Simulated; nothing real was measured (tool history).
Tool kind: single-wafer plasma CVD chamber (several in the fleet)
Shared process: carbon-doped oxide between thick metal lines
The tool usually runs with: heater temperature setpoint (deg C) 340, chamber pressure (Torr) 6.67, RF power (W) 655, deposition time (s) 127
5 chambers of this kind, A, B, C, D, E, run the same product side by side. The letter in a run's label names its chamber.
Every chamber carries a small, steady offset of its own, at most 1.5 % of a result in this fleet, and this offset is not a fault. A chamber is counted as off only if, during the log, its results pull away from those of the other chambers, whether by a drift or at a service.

run,hour,heater temperature setpoint (deg C),chamber pressure (Torr),RF power (W),deposition time (s),hours since the last thermocouple change,hours since the last RF generator calibration,hours since the last manometer calibration,"read-back reference wafer on the same gauge, thickness_nm",mean film thickness on the monitor wafer (angstrom)
1E,9.1,340,6.67,655,127,1231.7,756,838.4,710.25,7936.4
2B,20.3,340,6.67,655,127,886.5,650.5,319.3,710.69,8002.5
# hour 20.8: chamber B: thermocouple changed; heater temperature recalibrated
3A,29.3,340,6.67,655,127,1301.9,252.2,658.1,710.98,7983.4
4D,40.5,340,6.67,655,127,501,418.5,1634.3,710.99,8072
5C,49.5,340,6.67,655,127,1072.7,1014.5,955.6,710.57,8012.1
# hour 57: chamber E: RF generator calibrated
6A,58.7,340,6.67,655,127,1331.3,281.6,687.5,710.46,8030.6
7D,66,340,6.67,655,127,526.5,444,1659.8,711.6,8147.5
8E,74,332,6.67,655,127,1296.6,17,903.3,710.71,8098.6
9B,84.5,332,6.67,655,127,63.8,714.7,383.5,711.07,8218.5
10C,93.2,332,6.67,655,127,1116.4,1058.2,999.3,710.52,8209.1
11D,99,332,6.67,655,127,559.5,477,1692.8,711.1,8239.1
12A,105.6,332,6.67,655,127,1378.2,328.5,734.4,710.84,8198.6
13C,111.1,340,6.67,655,127,1134.3,1076.1,1017.2,710.43,7981.3
14B,119.1,340,6.67,655,127,98.4,749.3,418.1,710.89,7988
15E,127.9,340,6.67,655,127,1350.5,70.9,957.2,710.71,7917.5
16A,134.5,340,6.67,655,127,1407.1,357.4,763.3,710.79,8065.2
17D,146.1,340,6.67,655,127,606.6,524.1,1739.9,710.86,7998.2
18E,151.9,340,6.67,655,127,1374.5,94.9,981.2,711.2,7886.7
19B,162.3,340,6.67,655,127,141.6,792.5,461.3,710.74,8003.2
20C,171.3,340,6.67,610,127,1194.5,1136.3,1077.4,710.82,7642.9
21B,180.9,340,6.67,610,127,160.2,811.1,479.9,711.06,7666.2
22A,186.6,340,6.67,610,127,1459.2,409.5,815.4,711.46,7678.5
23D,198.7,340,6.67,610,127,659.2,576.7,1792.5,711.44,7648.9
24E,208.8,340,6.67,610,127,1431.4,151.8,1038.1,710.98,7618.7
25C,220.5,340,6.67,655,127,1243.7,1185.5,1126.6,710.95,8045
26D,226.5,340,6.67,655,127,687,604.5,1820.3,710.98,7956.1
27C,236.8,340,6.67,655,127,1260,1201.8,1142.9,711.48,7991.2
28E,246,340,6.67,655,127,1468.6,189,1075.3,710.85,7961.4
29B,258.6,340,6.67,655,127,237.9,888.8,557.6,711.09,8028.6
30A,269,340,6.67,655,127,1541.6,491.9,897.8,710.9,8018.5
# hour 279.7: chamber D: capacitance manometer re-zeroed and calibrated
31C,281.5,340,6.67,655,127,1304.7,1246.5,1187.6,710.65,8035
32A,291.7,340,6.67,655,127,1564.3,514.6,920.5,711.17,8015.6
33E,299.6,340,6.67,655,127,1522.2,242.6,1128.9,711.35,7936.2
34B,311.7,340,6.67,550,114,291,941.9,610.7,711.19,6498.7
# hour 315: chamber B: RF generator calibrated
35D,317.5,340,6.67,550,114,778,695.5,37.8,711.08,6371.2
36E,327.4,340,6.67,550,114,1550,270.4,1156.7,711.26,6435.8
37D,335.9,340,6.67,550,114,796.4,713.9,56.2,710.55,6313.8
38B,343.8,340,6.67,550,114,323.1,28.8,642.8,710.91,6486.4
39A,356,340,6.67,655,127,1628.6,578.9,984.8,710.9,8021.3
40C,363.2,340,6.67,655,127,1386.4,1328.2,1269.3,711.02,8042.5
41B,372.1,340,6.67,655,127,351.4,57.1,671.1,710.34,8029.1

Each of the 5 chambers runs these same settings next. Fill in every chamber's results:
42A,381.2,340,6.67,755,127,,,,,?
42B,381.2,340,6.67,755,127,,,,,?
42C,381.2,340,6.67,755,127,,,,,?
42D,381.2,340,6.67,755,127,,,,,?
42E,381.2,340,6.67,755,127,,,,,?

run,mean film thickness on the monitor wafer (angstrom)
42A,8733.4
42B,8708
42C,8703.3
42D,8485.3
42E,8600.4
